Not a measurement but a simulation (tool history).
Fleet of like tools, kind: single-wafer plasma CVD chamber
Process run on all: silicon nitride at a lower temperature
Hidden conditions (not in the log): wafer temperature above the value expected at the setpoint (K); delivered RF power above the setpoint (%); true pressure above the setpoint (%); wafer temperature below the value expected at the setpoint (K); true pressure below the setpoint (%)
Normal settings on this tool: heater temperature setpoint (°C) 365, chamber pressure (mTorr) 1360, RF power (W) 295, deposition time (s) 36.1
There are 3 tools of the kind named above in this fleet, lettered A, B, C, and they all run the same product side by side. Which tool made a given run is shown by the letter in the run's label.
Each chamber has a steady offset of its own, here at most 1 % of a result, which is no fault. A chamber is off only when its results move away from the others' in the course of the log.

run	hour	heater temperature setpoint (°C)	chamber pressure (mTorr)	RF power (W)	deposition time (s)	hours since the last thermocouple change	hours since the last RF generator calibration	hours since the last manometer calibration	read-back reference wafer on the same gauge, thickness_nm	mean film thickness on the monitor wafer (Å)
1A	4.6	365	1360	295	36.1	976.0	502.6	1514.8	42.002	399.40
2B	10.5	365	1360	295	36.1	945.6	308.4	1093.9	42.054	395.40
3C	15.2	365	1360	295	36.1	74.1	948.1	1684.5	41.981	395.72
4A	20.6	365	1360	295	36.1	992.0	518.6	1530.8	41.991	400.19
5B	25.0	365	1360	295	36.1	960.1	322.9	1108.4	42.006	398.41
6C	28.3	365	1360	315	36.1	87.2	961.2	1697.6	41.989	413.97
7A	33.0	365	1360	315	36.1	1004.4	531.0	1543.2	42.000	415.96
8C	39.3	365	1360	315	36.1	98.2	972.2	1708.6	42.029	414.02
9B	43.2	365	1360	295	36.1	978.3	341.1	1126.6	41.983	397.96
10A	47.5	365	1360	295	36.1	1018.9	545.5	1557.7	41.976	397.00
11C	52.0	365	1360	295	36.1	110.9	984.9	1721.3	42.018	396.16
12B	56.5	365	1360	295	36.1	991.6	354.4	1139.9	42.051	396.32
13B	61.2	365	1360	295	36.1	996.3	359.1	1144.6	41.994	397.68
14C	64.3	365	1360	295	36.1	123.2	997.2	1733.6	41.972	396.65
15A	68.4	365	1620	295	29.6	1039.8	566.4	1578.6	41.975	343.90
16C	72.0	365	1620	295	29.6	130.9	1004.9	1741.3	42.030	341.73
17A	77.3	365	1620	295	29.6	1048.7	575.3	1587.5	41.987	344.05
18B	82.2	365	1360	295	36.1	1017.3	380.1	1165.6	41.996	397.70
19B	86.3	365	1360	295	36.1	1021.4	384.2	1169.7	41.998	397.98
20A	91.2	365	1360	295	36.1	1062.6	589.2	1601.4	42.023	396.05
21C	95.3	365	1360	295	36.1	154.2	1028.2	1764.6	41.981	394.97
22B	98.8	365	1360	295	36.1	1033.9	396.7	1182.2	41.994	398.28
23A	105.1	365	1360	295	36.1	1076.5	603.1	1615.3	41.985	396.77
24C	108.9	365	1360	295	36.1	167.8	1041.8	1778.2	41.984	394.21
25B	112.7	365	1360	295	36.1	1047.8	410.6	1196.1	41.979	393.60
26C	118.8	365	1360	295	36.1	177.7	1051.7	1788.1	41.989	398.68
27A	124.9	365	1360	295	36.1	1096.3	622.9	1635.1	42.006	397.35
28A	127.7	365	1040	295	42.6	1099.1	625.7	1637.9	42.021	436.22
29C	131.1	365	1040	295	42.6	190.0	1064.0	1800.4	42.041	427.87
30B	136.2	365	1040	295	42.6	1071.3	434.1	1219.6	41.996	431.22

Is one chamber out of step, is the gauge drifting, or do the chambers differ by no more than their own small offsets? For an off chamber, give its letter and the likeliest cause.

No chamber stands off beyond its own small offset, and the gauge holds steady.

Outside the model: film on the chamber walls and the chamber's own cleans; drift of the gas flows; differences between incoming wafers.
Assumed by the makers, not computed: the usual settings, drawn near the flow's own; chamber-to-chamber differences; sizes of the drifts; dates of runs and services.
